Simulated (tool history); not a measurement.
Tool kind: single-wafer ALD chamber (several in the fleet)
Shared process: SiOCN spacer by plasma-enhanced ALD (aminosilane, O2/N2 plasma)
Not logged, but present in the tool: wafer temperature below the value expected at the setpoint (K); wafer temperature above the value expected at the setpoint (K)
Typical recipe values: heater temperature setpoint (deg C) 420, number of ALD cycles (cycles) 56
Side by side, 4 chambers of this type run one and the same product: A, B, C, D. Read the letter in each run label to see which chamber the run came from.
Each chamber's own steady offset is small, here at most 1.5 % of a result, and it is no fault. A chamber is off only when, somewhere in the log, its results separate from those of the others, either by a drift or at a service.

| run | hour | heater temperature setpoint (deg C) | number of ALD cycles (cycles) | hours since the last thermocouple change | read-back reference wafer on the same gauge, thickness_nm | mean film thickness on the monitor wafer (Å) |
|---|---|---|---|---|---|---|
| 1C | 8.4 | 420 | 56 | 280 | 3.4286 | 31.724 |
| 2A | 20.8 | 420 | 56 | 1122.4 | 3.4271 | 31.73 |
| 3B | 31.1 | 420 | 56 | 840.4 | 3.4283 | 32.034 |
| 4D | 42.8 | 420 | 56 | 999.3 | 3.4267 | 31.711 |
| 5D | 50 | 420 | 56 | 1006.5 | 3.4275 | 31.673 |
| 6B | 57.8 | 420 | 56 | 867.1 | 3.4275 | 32.033 |
| 7C | 70.1 | 420 | 56 | 341.7 | 3.4258 | 31.606 |
| 8A | 79.6 | 420 | 56 | 1181.2 | 3.4252 | 31.746 |
| 9C | 86.3 | 420 | 56 | 357.9 | 3.4246 | 31.488 |
| 10B | 96.2 | 420 | 56 | 905.5 | 3.425 | 32.009 |
| 11A | 109.8 | 420 | 60 | 1211.4 | 3.4237 | 34.063 |
| 12D | 116.3 | 420 | 60 | 1072.8 | 3.423 | 33.867 |
| 13B | 128 | 420 | 60 | 937.3 | 3.4208 | 34.277 |
| 14D | 135.5 | 420 | 60 | 1092 | 3.4218 | 33.81 |
| 15A | 147.1 | 420 | 56 | 1248.7 | 3.4208 | 31.547 |
| 16C | 158.4 | 420 | 56 | 430 | 3.4196 | 31.473 |
| 17B | 172.7 | 420 | 56 | 982 | 3.42 | 31.972 |
| 18D | 179.1 | 420 | 49 | 1135.6 | 3.4192 | 27.681 |
| 19C | 185.4 | 420 | 49 | 457 | 3.4181 | 27.558 |
| 20A | 195.9 | 420 | 49 | 1297.5 | 3.4177 | 27.684 |
| 21B | 207.5 | 420 | 49 | 1016.8 | 3.415 | 27.887 |
| 22C | 215.5 | 407 | 53 | 487.1 | 3.4159 | 31.048 |
| 23A | 222.7 | 407 | 53 | 1324.3 | 3.4159 | 31.127 |
| 24D | 236.6 | 407 | 53 | 1193.1 | 3.4136 | 31.131 |
| 25A | 246.1 | 407 | 53 | 1347.7 | 3.414 | 31.2 |
| 26D | 255.8 | 420 | 56 | 1212.3 | 3.4133 | 31.646 |
| 27B | 267.6 | 420 | 56 | 1076.9 | 3.4131 | 31.888 |
| 28C | 279.2 | 405 | 64 | 550.8 | 3.4122 | 37.644 |
| 29C | 287 | 405 | 64 | 558.6 | 3.4125 | 37.65 |

All chambers now run identical settings, listed one chamber a line with results as question marks. What results will each chamber show?
| 30A | 297.4 | 420 | 63 |  |  | ? |
| 30B | 297.4 | 420 | 63 |  |  | ? |
| 30C | 297.4 | 420 | 63 |  |  | ? |
| 30D | 297.4 | 420 | 63 |  |  | ? |

| run | mean film thickness on the monitor wafer (Å) |
|---|---|
| 30A | 35.493 |
| 30B | 35.798 |
| 30C | 35.368 |
| 30D | 35.451 |

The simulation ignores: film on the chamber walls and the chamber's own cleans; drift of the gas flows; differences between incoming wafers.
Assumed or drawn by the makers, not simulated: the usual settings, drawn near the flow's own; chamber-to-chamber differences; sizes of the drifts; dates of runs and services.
